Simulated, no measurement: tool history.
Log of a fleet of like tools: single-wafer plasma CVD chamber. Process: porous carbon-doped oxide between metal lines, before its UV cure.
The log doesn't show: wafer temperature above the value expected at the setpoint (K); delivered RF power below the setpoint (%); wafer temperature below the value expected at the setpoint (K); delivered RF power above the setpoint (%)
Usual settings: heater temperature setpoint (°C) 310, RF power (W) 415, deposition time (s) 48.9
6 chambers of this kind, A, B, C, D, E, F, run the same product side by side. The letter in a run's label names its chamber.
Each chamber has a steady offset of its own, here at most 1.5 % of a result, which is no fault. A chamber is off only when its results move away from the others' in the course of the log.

run,day,heater temperature setpoint (°C),RF power (W),deposition time (s),hours since the last thermocouple change,hours since the last RF generator calibration,"read-back reference wafer on the same gauge, thickness_nm",mean film thickness on the monitor wafer (angstrom)
1A,0.379,310,415,48.9,898.4,2083.8,212.12,2159.7
2C,0.671,310,415,48.9,898.3,275.8,212.10,2149.8
# day 0.938: chamber E: RF generator calibrated
# day 1.000: chamber A: RF generator calibrated
3B,1.058,310,415,48.9,1432.2,782.5,212.02,2142.5
4F,1.479,310,415,48.9,1197.5,1196.7,212.16,2154.5
5D,1.938,310,415,48.9,569.7,563.2,212.05,2175.5
6E,2.321,310,415,48.9,2961.1,33.3,212.20,2141.6
7A,2.700,310,415,57.1,954.1,40.9,212.23,2512.7
8F,3.271,310,415,57.1,1240.5,1239.7,212.22,2505.1
9C,3.612,310,415,57.1,968.9,346.4,212.37,2504.7
10B,4.050,310,415,57.1,1504.0,854.3,212.34,2489.5
11E,4.612,310,415,57.1,3016.1,88.3,212.41,2498.5
12D,5.050,310,415,57.1,644.4,637.9,212.48,2549.9
13C,5.538,310,415,48.9,1015.1,392.6,212.49,2158.8
14F,6.000,310,415,48.9,1306.0,1305.2,212.61,2156.9
15E,6.475,310,415,48.9,3060.8,133.0,212.59,2147.8
16D,7.033,310,415,48.9,692.0,685.5,212.69,2193.5
17A,7.529,310,415,48.9,1070.0,156.8,212.68,2173.6
18B,8.112,310,415,48.9,1601.5,951.8,212.77,2150.2
19A,8.521,310,415,48.9,1093.8,180.6,212.74,2178.7
20D,9.079,310,415,48.9,741.1,734.6,212.76,2196.2
# day 9.429: chamber F: thermocouple changed; heater temperature recalibrated
21E,9.475,310,415,48.9,3132.8,205.0,212.83,2157.7
# day 9.492: chamber C: thermocouple changed; heater temperature recalibrated
22B,9.817,310,415,48.9,1642.4,992.7,212.93,2154.8
# day 9.921: chamber E: thermocouple changed; heater temperature recalibrated
23C,10.212,310,415,48.9,17.4,504.8,212.99,2167.1
24F,10.654,310,415,48.9,29.4,1416.9,213.08,2161.5
25E,11.075,310,415,48.9,27.8,243.4,213.03,2145.2
26B,11.646,310,415,48.9,1686.3,1036.6,213.01,2141.5
27A,12.267,310,415,48.9,1183.7,270.5,213.01,2171.3
28D,12.800,317,350,48.9,830.4,823.9,213.26,1847.7
29F,13.183,317,350,48.9,90.1,1477.6,213.11,1827.9
30C,13.742,317,350,48.9,102.1,589.5,213.25,1821.2
31F,14.221,317,350,48.9,115.0,1502.5,213.20,1825.3
32C,14.546,317,350,48.9,121.4,608.8,213.36,1821.2
33D,15.154,317,350,48.9,886.9,880.4,213.39,1848.1
34E,15.621,310,415,48.9,136.9,352.5,213.37,2154.6
35B,16.058,310,415,48.9,1792.2,1142.5,213.48,2159.9
36A,16.404,310,415,48.9,1283.0,369.8,213.52,2183.0

Next, every chamber runs the same settings. What will each give?
37A,16.858,310,415,48.9,,,,?
37B,16.858,310,415,48.9,,,,?
37C,16.858,310,415,48.9,,,,?
37D,16.858,310,415,48.9,,,,?
37E,16.858,310,415,48.9,,,,?
37F,16.858,310,415,48.9,,,,?

run,mean film thickness on the monitor wafer (angstrom)
37A,2171.8
37B,2159.1
37C,2158.9
37D,2197.4
37E,2156.8
37F,2164.5
